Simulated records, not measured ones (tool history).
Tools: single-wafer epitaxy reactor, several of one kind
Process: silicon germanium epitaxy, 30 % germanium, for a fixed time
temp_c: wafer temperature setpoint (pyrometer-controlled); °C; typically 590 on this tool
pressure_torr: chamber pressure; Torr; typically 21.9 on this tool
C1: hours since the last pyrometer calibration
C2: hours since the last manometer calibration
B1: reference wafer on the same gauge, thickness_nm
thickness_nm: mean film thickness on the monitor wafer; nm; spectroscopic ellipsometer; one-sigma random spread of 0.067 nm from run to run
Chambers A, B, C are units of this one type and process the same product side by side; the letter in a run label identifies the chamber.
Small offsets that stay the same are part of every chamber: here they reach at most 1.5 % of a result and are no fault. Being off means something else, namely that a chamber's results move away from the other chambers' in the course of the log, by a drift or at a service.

run 1A day=0.304 | temp_c=590 pressure_torr=21.9 | C1=2346.9 C2=1061.2 | B1=41.223 | thickness_nm=50.469
run 2C day=0.500 | temp_c=590 pressure_torr=21.9 | C1=2089.2 C2=1652.9 | B1=41.224 | thickness_nm=50.836
run 3B day=0.758 | temp_c=590 pressure_torr=21.9 | C1=1710.7 C2=2148.2 | B1=41.234 | thickness_nm=51.507
run 4A day=0.954 | temp_c=590 pressure_torr=21.9 | C1=2362.5 C2=1076.8 | B1=41.247 | thickness_nm=50.319
run 5C day=1.179 | temp_c=590 pressure_torr=21.9 | C1=2105.5 C2=1669.2 | B1=41.252 | thickness_nm=50.903
run 6B day=1.483 | temp_c=590 pressure_torr=21.9 | C1=1728.1 C2=2165.6 | B1=41.267 | thickness_nm=51.413
run 7A day=1.717 | temp_c=590 pressure_torr=21.9 | C1=2380.8 C2=1095.1 | B1=41.274 | thickness_nm=50.404
run 8C day=2.025 | temp_c=590 pressure_torr=21.9 | C1=2125.8 C2=1689.5 | B1=41.278 | thickness_nm=50.802
run 9B day=2.271 | temp_c=590 pressure_torr=21.9 | C1=1747.0 C2=2184.5 | B1=41.290 | thickness_nm=51.600
run 10A day=2.533 | temp_c=590 pressure_torr=21.9 | C1=2400.4 C2=1114.7 | B1=41.295 | thickness_nm=50.529
run 11B day=2.850 | temp_c=595 pressure_torr=17.9 | C1=1760.9 C2=2198.4 | B1=41.324 | thickness_nm=52.449
run 12C day=3.000 | temp_c=595 pressure_torr=17.9 | C1=2149.2 C2=1712.9 | B1=41.331 | thickness_nm=51.707
run 13A day=3.275 | temp_c=595 pressure_torr=17.9 | C1=2418.2 C2=1132.5 | B1=41.340 | thickness_nm=50.905
run 14C day=3.450 | temp_c=590 pressure_torr=21.9 | C1=2160.0 C2=1723.7 | B1=41.344 | thickness_nm=51.143
run 15B day=3.750 | temp_c=590 pressure_torr=21.9 | C1=1782.5 C2=2220.0 | B1=41.368 | thickness_nm=51.558
run 16A day=3.917 | temp_c=590 pressure_torr=21.9 | C1=2433.6 C2=1147.9 | B1=41.363 | thickness_nm=50.385
-- day=4.096 chamber C: pyrometer calibrated
run 17B day=4.125 | temp_c=590 pressure_torr=21.9 | C1=1791.5 C2=2229.0 | B1=41.374 | thickness_nm=51.629
run 18C day=4.333 | temp_c=590 pressure_torr=21.9 | C1=5.7 C2=1744.9 | B1=41.406 | thickness_nm=51.041
run 19C day=4.562 | temp_c=604 pressure_torr=18.3 | C1=11.2 C2=1750.4 | B1=41.395 | thickness_nm=61.400
run 20A day=4.846 | temp_c=604 pressure_torr=18.3 | C1=2455.9 C2=1170.2 | B1=41.426 | thickness_nm=60.608

The same settings go to every chamber for the next run, one line per chamber below. Forecast the results for each:
run 21A day=5.071 | temp_c=590 pressure_torr=21.9 | thickness_nm=?
run 21B day=5.071 | temp_c=590 pressure_torr=21.9 | thickness_nm=?
run 21C day=5.071 | temp_c=590 pressure_torr=21.9 | thickness_nm=?

run=21A thickness_nm=50.637
run=21B thickness_nm=51.634
run=21C thickness_nm=51.241

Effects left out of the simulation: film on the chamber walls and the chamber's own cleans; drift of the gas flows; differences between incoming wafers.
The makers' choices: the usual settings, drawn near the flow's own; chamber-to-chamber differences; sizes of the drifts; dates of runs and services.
